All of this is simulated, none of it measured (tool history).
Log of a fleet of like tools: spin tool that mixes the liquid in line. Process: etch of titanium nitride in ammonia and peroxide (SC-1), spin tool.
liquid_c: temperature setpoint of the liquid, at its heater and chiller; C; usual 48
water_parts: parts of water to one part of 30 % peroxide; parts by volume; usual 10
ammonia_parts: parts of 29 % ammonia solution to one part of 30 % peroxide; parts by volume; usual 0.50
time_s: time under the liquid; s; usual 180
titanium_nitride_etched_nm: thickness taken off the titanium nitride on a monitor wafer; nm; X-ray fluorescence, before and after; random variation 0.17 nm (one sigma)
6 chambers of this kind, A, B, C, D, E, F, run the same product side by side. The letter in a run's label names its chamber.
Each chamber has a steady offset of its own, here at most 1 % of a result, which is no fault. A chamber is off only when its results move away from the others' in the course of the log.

run   hour  liquid_c  water_parts  ammonia_parts  time_s  hours since the thermometer was replaced  hours since the ammonia flow meter was replaced  hours since the heated supply line was repaired  hours since the drum of ammonia solution was connected  read-back film thickness of the titanium nitride reference wafer, read on the same gauge (nm)  titanium_nitride_etched_nm
 1C    3.8        48           10           0.50     180                                     488.8                                            785.4                                            235.0                                                   640.8                                                                                         130.00                      17.320
 2B    8.6        48           10           0.50     180                                    2418.9                                             90.0                                           1188.4                                                   138.7                                                                                         130.01                      17.488
 3E   11.4        48           10           0.50     180                                     399.7                                           1564.0                                            797.6                                                   210.5                                                                                         129.98                      17.018
 4F   15.2        48           10           0.50     180                                     962.0                                            949.7                                            293.9                                                   287.8                                                                                         129.99                      17.602
 5D   21.2        48           10           0.50     180                                     872.3                                            881.7                                           1804.2                                                   285.5                                                                                         130.01                      17.362
 6A   25.3        48           10           0.50     180                                    1354.3                                            124.6                                           1116.0                                                   181.8                                                                                         130.01                      17.757
 7E   30.1        48           10           0.50     180                                     418.4                                           1582.7                                            816.3                                                   229.2                                                                                         130.00                      17.196
 8F   34.1        48           10           0.50     180                                     980.9                                            968.6                                            312.8                                                   306.7                                                                                         130.02                      17.294
 9A   38.2        48           10           0.50     180                                    1367.2                                            137.5                                           1128.9                                                   194.7                                                                                         130.01                      17.389
10D   43.6        48           10           0.50     180                                     894.7                                            904.1                                           1826.6                                                   307.9                                                                                         130.01                      17.505
11C   47.8        48           10           0.50     180                                     532.8                                            829.4                                            279.0                                                   684.8                                                                                         130.02                      17.045
12B   52.4        52           10           0.35     180                                    2462.7                                            133.8                                           1232.2                                                   182.5                                                                                         130.03                      22.148
13E   56.3        52           10           0.35     180                                     444.6                                           1608.9                                            842.5                                                   255.4                                                                                         130.00                      20.896
14C   60.3        52           10           0.35     180                                     545.3                                            841.9                                            291.5                                                   697.3                                                                                         130.03                      20.928
15F   63.4        52           10           0.35     180                                    1010.2                                            997.9                                            342.1                                                   336.0                                                                                         130.02                      21.390
      67.8  -- chamber C: thermometer replaced
16A   68.1        52           10           0.35     180                                    1397.1                                            167.4                                           1158.8                                                   224.6                                                                                         129.99                      21.580
17B   74.3        52           10           0.35     180                                    2484.6                                            155.7                                           1254.1                                                   204.4                                                                                         129.97                      21.483
18D   79.0        48           10           0.50     180                                     930.1                                            939.5                                           1862.0                                                   343.3                                                                                         130.01                      17.354
19A   83.7        48           10           0.50     180                                    1412.7                                            183.0                                           1174.4                                                   240.2                                                                                         130.02                      17.762
20E   89.3        48           10           0.50     180                                     477.6                                           1641.9                                            875.5                                                   288.4                                                                                         130.00                      16.626
21D   93.5        48           10           0.50     180                                     944.6                                            954.0                                           1876.5                                                   357.8                                                                                         129.99                      17.262
22C   97.1        48           10           0.50     180                                      29.3                                            878.7                                            328.3                                                   734.1                                                                                         130.00                      17.349
23B  101.5        48           10           0.50     180                                    2511.8                                            182.9                                           1281.3                                                   231.6                                                                                         130.01                      17.535
24F  107.4        48           10           0.50     180                                    1054.2                                           1041.9                                            386.1                                                   380.0                                                                                         129.99                      17.447
25D  110.4        48           10           0.50     180                                     961.5                                            970.9                                           1893.4                                                   374.7                                                                                         130.00                      17.475
     111.8  -- chamber F: thermometer replaced
26B  116.1        48           10           0.50     180                                    2526.4                                            197.5                                           1295.9                                                   246.2                                                                                         130.00                      17.382
     119.2  -- chamber B: heated supply line repaired
27E  121.7        48           10           0.50     180                                     510.0                                           1674.3                                            907.9                                                   320.8                                                                                         130.02                      16.232
28C  127.0        48           10           0.50     280                                      59.2                                            908.6                                            358.2                                                   764.0                                                                                         130.00                      27.007
29A  131.5        48           10           0.50     280                                    1460.5                                            230.8                                           1222.2                                                   288.0                                                                                         130.01                      26.993
30F  137.3        48           10           0.50     280                                      25.5                                           1071.8                                            416.0                                                   409.9                                                                                         130.02                      27.322
     141.9  -- chamber D: thermometer replaced
31A  142.8        48           10           0.50     280                                    1471.8                                            242.1                                           1233.5                                                   299.3                                                                                         129.99                      27.161
32D  146.0        48           10           0.50     280                                       4.2                                           1006.5                                           1929.0                                                   410.3                                                                                         130.00                      27.137
33F  150.0        48           10           0.50     280                                      38.2                                           1084.5                                            428.7                                                   422.6                                                                                         130.01                      26.956
34C  153.7        48           10           0.50     180                                      85.9                                            935.3                                            384.9                                                   790.7                                                                                         129.98                      16.995
35B  156.5        48           10           0.50     180                                    2566.8                                            237.9                                             37.3                                                   286.6                                                                                         130.03                      17.576
     159.0  -- chamber E: new drum of ammonia solution connected
36E  161.1        53           10           0.40     180                                     549.4                                           1713.7                                            947.3                                                     2.1                                                                                         130.00                      22.370
37B  167.2        53           10           0.40     180                                    2577.5                                            248.6                                             48.0                                                   297.3                                                                                         130.00                      24.118

All 6 chambers run these settings next. Forecast each chamber's results:
38A  171.7        48           10           0.50     180                                                                                                                                                                                                                                                                                                                              ?
38B  171.7        48           10           0.50     180                                                                                                                                                                                                                                                                                                                              ?
38C  171.7        48           10           0.50     180                                                                                                                                                                                                                                                                                                                              ?
38D  171.7        48           10           0.50     180                                                                                                                                                                                                                                                                                                                              ?
38E  171.7        48           10           0.50     180                                                                                                                                                                                                                                                                                                                              ?
38F  171.7        48           10           0.50     180                                                                                                                                                                                                                                                                                                                              ?

run  titanium_nitride_etched_nm
38A                      17.549
38B                      17.565
38C                      16.909
38D                      16.952
38E                      16.151
38F                      17.596
